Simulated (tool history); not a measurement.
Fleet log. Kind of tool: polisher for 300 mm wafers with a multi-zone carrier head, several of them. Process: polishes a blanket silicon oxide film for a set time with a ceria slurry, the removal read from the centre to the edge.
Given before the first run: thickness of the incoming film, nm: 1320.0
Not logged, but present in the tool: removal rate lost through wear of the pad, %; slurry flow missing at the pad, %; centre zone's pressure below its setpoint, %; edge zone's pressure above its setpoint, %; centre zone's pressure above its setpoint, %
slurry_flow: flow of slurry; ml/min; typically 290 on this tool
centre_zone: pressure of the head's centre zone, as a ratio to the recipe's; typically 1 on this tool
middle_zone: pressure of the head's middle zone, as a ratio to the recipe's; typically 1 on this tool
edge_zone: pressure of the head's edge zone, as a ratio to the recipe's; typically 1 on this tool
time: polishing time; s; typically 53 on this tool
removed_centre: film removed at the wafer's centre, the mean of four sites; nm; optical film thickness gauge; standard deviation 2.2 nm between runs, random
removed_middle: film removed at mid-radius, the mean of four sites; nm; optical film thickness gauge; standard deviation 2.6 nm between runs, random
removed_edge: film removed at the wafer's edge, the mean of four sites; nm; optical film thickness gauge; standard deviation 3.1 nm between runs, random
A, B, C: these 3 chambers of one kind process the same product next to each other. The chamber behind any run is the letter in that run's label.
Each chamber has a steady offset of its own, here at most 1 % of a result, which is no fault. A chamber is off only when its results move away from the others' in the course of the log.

run	day	slurry_flow	centre_zone	middle_zone	edge_zone	time	wafers polished on this pad	hours since the slurry nozzle was cleaned	hours since the centre zone pressure was calibrated	hours since the edge zone pressure was calibrated	removed_centre	removed_middle	removed_edge
1B	0.317	290	1	1	1	53	69	505.6	377.4	241.7	244.15	243.07	240.63
2A	0.908	290	1	1	1	53	510	365.6	404.8	305.4	244.02	240.62	242.48
3C	1.517	290	1	1	1	53	916	596.6	216.5	793.7	239.1	245.19	233.34
4B	2.062	290	1	1	1	53	399	547.5	419.3	283.6	238.93	244.18	239.46
# day 2.304: chamber C: worn pad replaced by a new one
5C	2.679	290	1	0.94	1	53	71	624.5	244.4	821.6	238.78	222.96	238.96
6A	3.146	290	1	0.94	1	53	934	419.3	458.5	359.1	241	230.86	242.9
# day 3.475: chamber A: worn pad replaced by a new one
7C	3.688	290	1	0.94	1	53	262	648.7	268.6	845.8	240.93	223.03	243.18
# day 3.733: chamber C: slurry nozzle cleaned
8B	4.1	290	1	1	1	53	785	596.4	468.2	332.5	244.39	241.15	239.09
# day 4.354: chamber B: centre zone pressure recalibrated
9A	4.438	290	1	1	1	53	182	450.3	489.5	390.1	236.79	247.21	245.84
10B	4.775	290	1	1	1	53	913	612.6	10.1	348.7	213	237.86	244.04
11A	5.146	290	1	1	1	53	316	467.3	506.5	407.1	243.62	244.61	245.11
12C	5.617	290	1	1	1	53	627	45.3	314.9	892.1	240.38	242.66	246.27
# day 5.938: chamber B: worn pad replaced by a new one
13C	6.062	290	1	1	1	53	711	56	325.6	902.8	237.94	240.34	240.58
14B	6.588	290	1	1	1	53	123	656.1	53.6	392.2	218.05	244.09	243.28
15A	6.908	290	1	1	1	53	650	509.6	548.8	449.4	240.36	240.1	241.32
# day 7.325: chamber B: slurry nozzle cleaned
16B	7.471	290	1.11	1	1	53	290	3.6	74.8	413.4	244.05	241.57	239.34
17A	7.933	290	1.11	1	1	53	844	534.2	573.4	474	267.19	243.42	239.49
# day 8.238: chamber C: worn pad replaced by a new one
18C	8.525	290	1.11	1	1	53	54	115.1	384.7	961.9	269.53	241.71	238.87
19C	9.117	290	1	1	1	53	167	129.3	398.9	976.1	242.6	238.74	235.81
# day 9.238: chamber A: worn pad replaced by a new one
20A	9.562	290	1	1	1	53	61	573.3	612.5	513.1	238.36	238.6	248.71
21B	10.188	290	1	1	1	53	805	68.8	140	478.6	214.45	236.78	240.06
22C	10.683	290	1	1	1	53	463	166.9	436.5	1013.7	245.72	241.36	235.93
23B	11.288	290	1	1	1	53	1013	95.2	166.4	505	212.43	238.53	242.95
24A	11.717	290	1	0.92	1	68	469	625	664.2	564.8	305.02	285.97	312.61
# day 12.046: chamber B: worn pad replaced by a new one
25A	12.15	290	1	0.92	1	68	551	635.4	674.6	575.2	308.49	284.8	304.27
26B	12.558	290	1	0.92	1	68	97	125.7	196.9	535.5	273.65	284.28	308.1
27C	12.846	290	1	1	1	53	873	218.8	488.4	1065.6	242.04	241.6	237.41
28C	13.125	290	1	1	0.95	53	926	225.5	495.1	1072.3	244.82	243.01	235.62
29A	13.617	290	1	1	0.95	53	829	670.6	709.8	610.4	239.88	241.17	237.98

Next, all 3 chambers run the settings below, one line each with question marks for the results. What does each chamber give?
30A	14.071	290	1.1	1	1	53					?	?	?
30B	14.071	290	1.1	1	1	53					?	?	?
30C	14.071	290	1.1	1	1	53					?	?	?

run	removed_centre	removed_middle	removed_edge
30A	268.16	241.67	240.35
30B	242.85	241.82	240.81
30C	265.86	243.98	238.89
